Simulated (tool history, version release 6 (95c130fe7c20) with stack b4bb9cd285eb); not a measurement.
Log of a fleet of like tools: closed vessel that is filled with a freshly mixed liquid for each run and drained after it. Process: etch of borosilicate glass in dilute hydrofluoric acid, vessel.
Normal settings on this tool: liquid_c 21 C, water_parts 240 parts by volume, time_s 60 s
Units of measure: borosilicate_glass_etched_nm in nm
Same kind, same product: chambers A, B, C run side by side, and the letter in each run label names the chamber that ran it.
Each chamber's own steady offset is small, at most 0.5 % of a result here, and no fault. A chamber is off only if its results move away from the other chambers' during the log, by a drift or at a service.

run    day  liquid_c  water_parts  time_s  hours since the thermometer was replaced  hours since the hydrofluoric acid flow meter was replaced  read-back film thickness of the borosilicate glass reference wafer, read on the same gauge (nm)  borosilicate_glass_etched_nm
 1A  0.167        21          240      60                                       449                                                       1137                                                                                           100.01                         10.13
 2C  0.383        21          240      60                                     663.8                                                      618.1                                                                                           100.02                        10.038
 3B  0.642        21          240      60                                    1420.4                                                      628.4                                                                                           99.981                        10.072
 4A  0.821        21          240      60                                     464.7                                                     1152.7                                                                                           100.03                        10.295
     0.988  -- chamber C: hydrofluoric acid flow meter replaced
 5C  0.992        21          240      60                                     678.4                                                        0.2                                                                                            99.99                        9.9813
 6B  1.125        21          240      45                                      1432                                                        640                                                                                           100.04                         7.522
 7C  1.304        21          240      45                                     685.9                                                        7.7                                                                                              100                        7.6383
 8A    1.5        21          240      45                                       481                                                       1169                                                                                           99.992                        7.6398
 9B  1.746        21          240      60                                    1446.9                                                      654.9                                                                                           99.963                        10.186
10A  1.921        21          240      60                                     491.1                                                     1179.1                                                                                           100.03                        10.187
11C  2.054        21          240      60                                     703.9                                                       25.7                                                                                           99.981                        10.127
12B  2.196        21          240      60                                    1457.7                                                      665.7                                                                                           100.02                        10.167
13B  2.362        21          240      60                                    1461.7                                                      669.7                                                                                           99.982                        9.9932
14C  2.612        21          240      60                                     717.3                                                       39.1                                                                                           100.01                        9.9659
15A  2.746        21          240      60                                     510.9                                                     1198.9                                                                                           99.994                        10.045
16C  3.012        24          195      60                                     726.9                                                       48.7                                                                                           99.996                        14.588
17B  3.146        24          195      60                                    1480.5                                                      688.5                                                                                           100.02                         14.47
18A  3.425        24          195      60                                     527.2                                                     1215.2                                                                                           99.982                        14.174
19A  3.667        21          240      60                                       533                                                       1221                                                                                           99.999                         9.946
20B  3.804        21          240      60                                    1496.3                                                      704.3                                                                                           100.04                        10.151
21C   4.05        21          170      40                                     751.8                                                       73.6                                                                                            99.99                        10.105
22B  4.333        21          170      40                                      1509                                                        717                                                                                           99.996                        10.137
23C  4.621        21          170      40                                     765.5                                                       87.3                                                                                           99.987                        10.062
24A  4.867        21          240      60                                     561.8                                                     1249.8                                                                                           100.03                        9.8008
25C  5.133        21          240      60                                     777.8                                                       99.6                                                                                           100.01                        10.006
26B    5.4        21          170      60                                    1534.6                                                      742.6                                                                                           100.01                        15.201
27A  5.575        21          170      60                                     578.8                                                     1266.8                                                                                              100                        14.572
28C  5.767        21          170      60                                       793                                                      114.8                                                                                           99.967                        15.254
29A  5.929        21          240      35                                     587.3                                                     1275.3                                                                                           99.996                         5.523
30B    6.2        21          240      35                                    1553.8                                                      761.8                                                                                           99.995                        5.8594
31A  6.375        21          240      35                                       598                                                       1286                                                                                              100                        5.6788
32C  6.504        21          240      60                                     810.7                                                      132.5                                                                                           100.02                        9.9477
33B  6.679        21          240      60                                    1565.3                                                      773.3                                                                                              100                            10

What goes on in this fleet: one chamber off, a drifting gauge, or nothing beyond the chambers' own small offsets? Name the chamber and the cause, if any.

Chamber A drifts away from the others.
Likeliest cause: hydrofluoric acid flow below the setpoint (%) = 5.21.
Not necessarily distinguishable in this log from: liquid colder than its thermometer reads (K).

Below are 4 candidate recipes for chamber A's next run, each the usual settings with a change, their results shown as question marks. Which of them brings A's results back in line with what the other chambers give on the usual settings?
Counts as in line when no further than this from what the other chambers average on the usual settings: borosilicate_glass_etched_nm 0.29 nm
34A-1  6.888        21          260      60                                                                                                                                                                                                                                   ?
34A-2  6.888        21          230      60                                                                                                                                                                                                                                   ?
34A-3  6.888        21          250      60                                                                                                                                                                                                                                   ?
34A-4  6.888        24          240      60                                                                                                                                                                                                                                   ?

On the usual settings, the other chambers give on average: borosilicate_glass_etched_nm 10.05 nm
  run  borosilicate_glass_etched_nm
34A-1                        8.6171
34A-2                        10.016
34A-3                        9.0448
34A-4                        10.607
The answer is 34A-2, which returns the chamber to within the allowed miss of the others.
